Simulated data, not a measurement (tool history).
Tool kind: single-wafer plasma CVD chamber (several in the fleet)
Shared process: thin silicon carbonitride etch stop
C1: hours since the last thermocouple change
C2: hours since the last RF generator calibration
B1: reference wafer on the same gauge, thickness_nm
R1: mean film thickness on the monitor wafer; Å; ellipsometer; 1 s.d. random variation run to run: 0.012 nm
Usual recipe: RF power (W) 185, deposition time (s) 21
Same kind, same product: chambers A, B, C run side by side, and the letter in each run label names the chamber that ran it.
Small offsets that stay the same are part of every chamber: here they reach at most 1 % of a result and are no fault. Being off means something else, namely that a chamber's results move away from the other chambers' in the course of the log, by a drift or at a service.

{"run": "1C", "hour": 10.8, "RF power (W)": 185, "deposition time (s)": 21, "C1": 1528.5, "C2": 135.7, "B1": 13.797, "R1": 116.42}
{"run": "2A", "hour": 19.5, "RF power (W)": 185, "deposition time (s)": 21, "C1": 1085.9, "C2": 347.2, "B1": 13.798, "R1": 117.49}
{"run": "3B", "hour": 26.7, "RF power (W)": 185, "deposition time (s)": 21, "C1": 2453.1, "C2": 31.3, "B1": 13.794, "R1": 117.2}
{"run": "4A", "hour": 37.6, "RF power (W)": 185, "deposition time (s)": 21, "C1": 1104, "C2": 365.3, "B1": 13.796, "R1": 117.48}
{"run": "5C", "hour": 45.5, "RF power (W)": 185, "deposition time (s)": 21, "C1": 1563.2, "C2": 170.4, "B1": 13.795, "R1": 116.4}
{"run": "6B", "hour": 52.4, "RF power (W)": 185, "deposition time (s)": 21, "C1": 2478.8, "C2": 57, "B1": 13.794, "R1": 117.3}
{"run": "7B", "hour": 58.7, "RF power (W)": 185, "deposition time (s)": 21, "C1": 2485.1, "C2": 63.3, "B1": 13.79, "R1": 117.14}
{"run": "8A", "hour": 66.3, "RF power (W)": 185, "deposition time (s)": 21, "C1": 1132.7, "C2": 394, "B1": 13.788, "R1": 117.35}
{"run": "9C", "hour": 72.8, "RF power (W)": 185, "deposition time (s)": 21, "C1": 1590.5, "C2": 197.7, "B1": 13.789, "R1": 116.16}
{"run": "10B", "hour": 77.7, "RF power (W)": 185, "deposition time (s)": 21, "C1": 2504.1, "C2": 82.3, "B1": 13.787, "R1": 117.16}
{"run": "11A", "hour": 84.5, "RF power (W)": 185, "deposition time (s)": 21, "C1": 1150.9, "C2": 412.2, "B1": 13.788, "R1": 117.35}
{"run": "12C", "hour": 94.8, "RF power (W)": 185, "deposition time (s)": 21, "C1": 1612.5, "C2": 219.7, "B1": 13.785, "R1": 116.18}
{"run": "13C", "hour": 103.9, "RF power (W)": 185, "deposition time (s)": 21, "C1": 1621.6, "C2": 228.8, "B1": 13.779, "R1": 116.22}
{"run": "14B", "hour": 110.1, "RF power (W)": 185, "deposition time (s)": 21, "C1": 2536.5, "C2": 114.7, "B1": 13.78, "R1": 116.97}
{"run": "15A", "hour": 120.3, "RF power (W)": 185, "deposition time (s)": 21, "C1": 1186.7, "C2": 448, "B1": 13.779, "R1": 117.52}
{"run": "16C", "hour": 128.5, "RF power (W)": 185, "deposition time (s)": 21, "C1": 1646.2, "C2": 253.4, "B1": 13.779, "R1": 116.38}
{"run": "17B", "hour": 136.5, "RF power (W)": 185, "deposition time (s)": 21, "C1": 2562.9, "C2": 141.1, "B1": 13.776, "R1": 116.94}
{"run": "18A", "hour": 142.8, "RF power (W)": 185, "deposition time (s)": 21, "C1": 1209.2, "C2": 470.5, "B1": 13.779, "R1": 117.23}
{"run": "19A", "hour": 151.8, "RF power (W)": 185, "deposition time (s)": 21, "C1": 1218.2, "C2": 479.5, "B1": 13.775, "R1": 117.22}
{"run": "20B", "hour": 160.2, "RF power (W)": 185, "deposition time (s)": 21, "C1": 2586.6, "C2": 164.8, "B1": 13.771, "R1": 117.18}
{"hour": 167.1, "done": "chamber B: thermocouple changed; heater temperature recalibrated"}
{"run": "21C", "hour": 167.7, "RF power (W)": 185, "deposition time (s)": 21, "C1": 1685.4, "C2": 292.6, "B1": 13.772, "R1": 116.06}
{"run": "22C", "hour": 174.8, "RF power (W)": 185, "deposition time (s)": 21, "C1": 1692.5, "C2": 299.7, "B1": 13.77, "R1": 116.06}
{"run": "23B", "hour": 183.4, "RF power (W)": 185, "deposition time (s)": 21, "C1": 16.3, "C2": 188, "B1": 13.765, "R1": 117.05}
{"run": "24A", "hour": 191.4, "RF power (W)": 185, "deposition time (s)": 21, "C1": 1257.8, "C2": 519.1, "B1": 13.766, "R1": 117.19}
{"run": "25A", "hour": 199.6, "RF power (W)": 185, "deposition time (s)": 21, "C1": 1266, "C2": 527.3, "B1": 13.764, "R1": 117.16}
{"run": "26B", "hour": 208.1, "RF power (W)": 185, "deposition time (s)": 21, "C1": 41, "C2": 212.7, "B1": 13.769, "R1": 117.05}
{"run": "27C", "hour": 215.7, "RF power (W)": 185, "deposition time (s)": 21, "C1": 1733.4, "C2": 340.6, "B1": 13.764, "R1": 116.17}
{"run": "28C", "hour": 224.0, "RF power (W)": 185, "deposition time (s)": 17.7, "C1": 1741.7, "C2": 348.9, "B1": 13.762, "R1": 97.704}
{"run": "29B", "hour": 229.1, "RF power (W)": 185, "deposition time (s)": 17.7, "C1": 62, "C2": 233.7, "B1": 13.761, "R1": 98.429}
{"run": "30A", "hour": 236.7, "RF power (W)": 185, "deposition time (s)": 17.7, "C1": 1303.1, "C2": 564.4, "B1": 13.766, "R1": 98.645}
{"run": "31A", "hour": 246.7, "RF power (W)": 185, "deposition time (s)": 21, "C1": 1313.1, "C2": 574.4, "B1": 13.759, "R1": 117.1}
{"run": "32B", "hour": 255.9, "RF power (W)": 185, "deposition time (s)": 21, "C1": 88.8, "C2": 260.5, "B1": 13.758, "R1": 116.77}
{"run": "33C", "hour": 265.6, "RF power (W)": 185, "deposition time (s)": 19.7, "C1": 1783.3, "C2": 390.5, "B1": 13.758, "R1": 108.85}
{"run": "34A", "hour": 273.7, "RF power (W)": 185, "deposition time (s)": 19.7, "C1": 1340.1, "C2": 601.4, "B1": 13.753, "R1": 109.74}
{"run": "35B", "hour": 284.6, "RF power (W)": 185, "deposition time (s)": 19.7, "C1": 117.5, "C2": 289.2, "B1": 13.75, "R1": 109.36}
{"run": "36C", "hour": 291.7, "RF power (W)": 185, "deposition time (s)": 21, "C1": 1809.4, "C2": 416.6, "B1": 13.749, "R1": 116.03}
{"run": "37C", "hour": 302.4, "RF power (W)": 185, "deposition time (s)": 21, "C1": 1820.1, "C2": 427.3, "B1": 13.745, "R1": 116.28}
{"run": "38B", "hour": 312.4, "RF power (W)": 185, "deposition time (s)": 21, "C1": 145.3, "C2": 317, "B1": 13.75, "R1": 116.65}
{"run": "39A", "hour": 321.8, "RF power (W)": 185, "deposition time (s)": 21, "C1": 1388.2, "C2": 649.5, "B1": 13.746, "R1": 117.06}
{"run": "40C", "hour": 328.0, "RF power (W)": 185, "deposition time (s)": 21, "C1": 1845.7, "C2": 452.9, "B1": 13.746, "R1": 116.19}
{"run": "41B", "hour": 338.3, "RF power (W)": 185, "deposition time (s)": 21, "C1": 171.2, "C2": 342.9, "B1": 13.746, "R1": 117.02}
{"run": "42A", "hour": 346.0, "RF power (W)": 185, "deposition time (s)": 21, "C1": 1412.4, "C2": 673.7, "B1": 13.74, "R1": 116.95}

Decide between three cases: one chamber stands off from its peers, the gauge reading all wafers drifts, or nothing is wrong past each chamber's small offset. Where a chamber is off, say which and what most likely put it there.

Every chamber seems to shift together because the gauge that measures them all drifts; the chambers themselves are fine.
Likeliest cause: gauge reads low (%) = 0.429.
